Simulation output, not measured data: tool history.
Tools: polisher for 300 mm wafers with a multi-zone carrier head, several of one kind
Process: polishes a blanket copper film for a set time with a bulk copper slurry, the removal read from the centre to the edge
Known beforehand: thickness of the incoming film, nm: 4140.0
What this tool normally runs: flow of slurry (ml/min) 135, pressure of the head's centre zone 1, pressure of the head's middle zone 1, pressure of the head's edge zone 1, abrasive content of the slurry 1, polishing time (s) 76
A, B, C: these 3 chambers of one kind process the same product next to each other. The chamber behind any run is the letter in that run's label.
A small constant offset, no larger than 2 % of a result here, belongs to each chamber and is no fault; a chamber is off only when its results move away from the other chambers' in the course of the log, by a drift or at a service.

run,hour,flow of slurry (ml/min),pressure of the head's centre zone,pressure of the head's middle zone,pressure of the head's edge zone,abrasive content of the slurry,polishing time (s),film removed at the wafer's centre (nm),film removed at mid-radius (nm),film removed at the wafer's edge (nm)
1B,8.4,135,1,1,1,1,76,798.54,770.41,773.21
2C,16.3,135,1,1,1,1,76,797.89,787.54,795.1
3A,28.7,135,1,1,1,1,76,788.49,759.34,786.45
# hour 35.9: chamber C: worn pad replaced by a new one
4A,41.5,135,1,1,1,1,76,799.47,779.05,795.54
5C,52.3,135,1,1,1,1,76,766.59,797.22,801.46
# hour 54: chamber A: worn pad replaced by a new one
6B,58.6,135,1,1,1,1,76,767.71,772.14,773.52
# hour 61.2: chamber B: worn pad replaced by a new one
7A,70.7,135,1,1,1,1,76,797.77,766.9,782.43
8B,81.3,135,1,1,1,1,76,777.14,794.29,781.78
# hour 85.4: chamber B: edge zone pressure recalibrated
# hour 87.6: chamber A: edge zone pressure recalibrated
9C,92.3,135,1,1,1,1,76,780.63,788.98,775.72
10A,105,135,1,1,1,1,76,786.61,754.52,771.69
11B,115.7,135,1,1,1,1,76,780.43,770.15,798.03
12C,123.7,135,1,0.93,1.08,1,76,782.03,738.7,814.77
# hour 125.8: chamber A: centre zone pressure recalibrated
13C,131.5,135,1,0.93,1.08,1,76,776.92,739.33,828.62
14B,144.2,135,1,0.93,1.08,1,76,777.27,740.22,835.55
15A,155.3,135,1,1,1,1,76,801.47,764.41,776
16B,167.4,135,1,1,1,1,76,769.19,802.32,772.37
17C,173,135,1,1,1,1,76,816.05,794,780.37
18A,181.7,135,1,1,1,1,76,776.16,753.1,769.75
# hour 181.9: chamber B: worn pad replaced by a new one
# hour 188: chamber C: slurry nozzle cleaned
19A,188.2,135,1,1,1,1,76,786.76,761.25,783.72
# hour 196.7: chamber C: worn pad replaced by a new one
20B,198.7,135,1,1,1,1,76,805.02,795.23,768.26
# hour 200.1: chamber B: slurry nozzle cleaned
21C,208.2,135,1,1.1,1,1,94,1035,1074.6,961.11
22C,216.9,135,1,1.1,1,1,94,1061.2,1069.7,972.16
23A,223.3,135,1,1.1,1,1,94,963.42,1015.2,975.65
24B,232.9,135,1,1,1,1,76,789.7,784.6,761.75
25C,239,135,1,1,1,1,76,840.11,784.98,800.99
26B,244.9,135,1.1,1.06,1,1,76,882.8,836.29,783.15

What goes on in this fleet: one chamber off, a drifting gauge, or nothing beyond the chambers' own small offsets? Name the chamber and the cause, if any.

Little by little, chamber C moves away from the other chambers.
Cause: centre zone's pressure above its setpoint, % = 9.41.

Which of the 4 candidates below, each the usual settings with something changed and its results left as question marks, puts chamber C back in line with what the other chambers give on the usual settings?
Allowed miss from the other chambers' usual-settings mean, per result, to count as in line: film removed at the wafer's centre (nm) 34; film removed at mid-radius (nm) 38; film removed at the wafer's edge (nm) 36
27C-1,254,135,0.98,1,1.01,1,76,?,?,?
27C-2,254,140,1.07,1,0.97,1,77,?,?,?
27C-3,254,135,1.02,1,0.99,1,76,?,?,?
27C-4,254,130,0.93,1,1.03,1,75,?,?,?

On the usual settings, the other chambers give on average: film removed at the wafer's centre (nm) 780.98; film removed at mid-radius (nm) 773.61; film removed at the wafer's edge (nm) 784.34
run,film removed at the wafer's centre (nm),film removed at mid-radius (nm),film removed at the wafer's edge (nm)
27C-1,850.52,787.28,795.38
27C-2,957.26,803.23,792.96
27C-3,888.87,787.11,786.95
27C-4,784.79,770.92,788.72
The right change is 27C-4: it brings the chamber back within the allowed miss of the others.
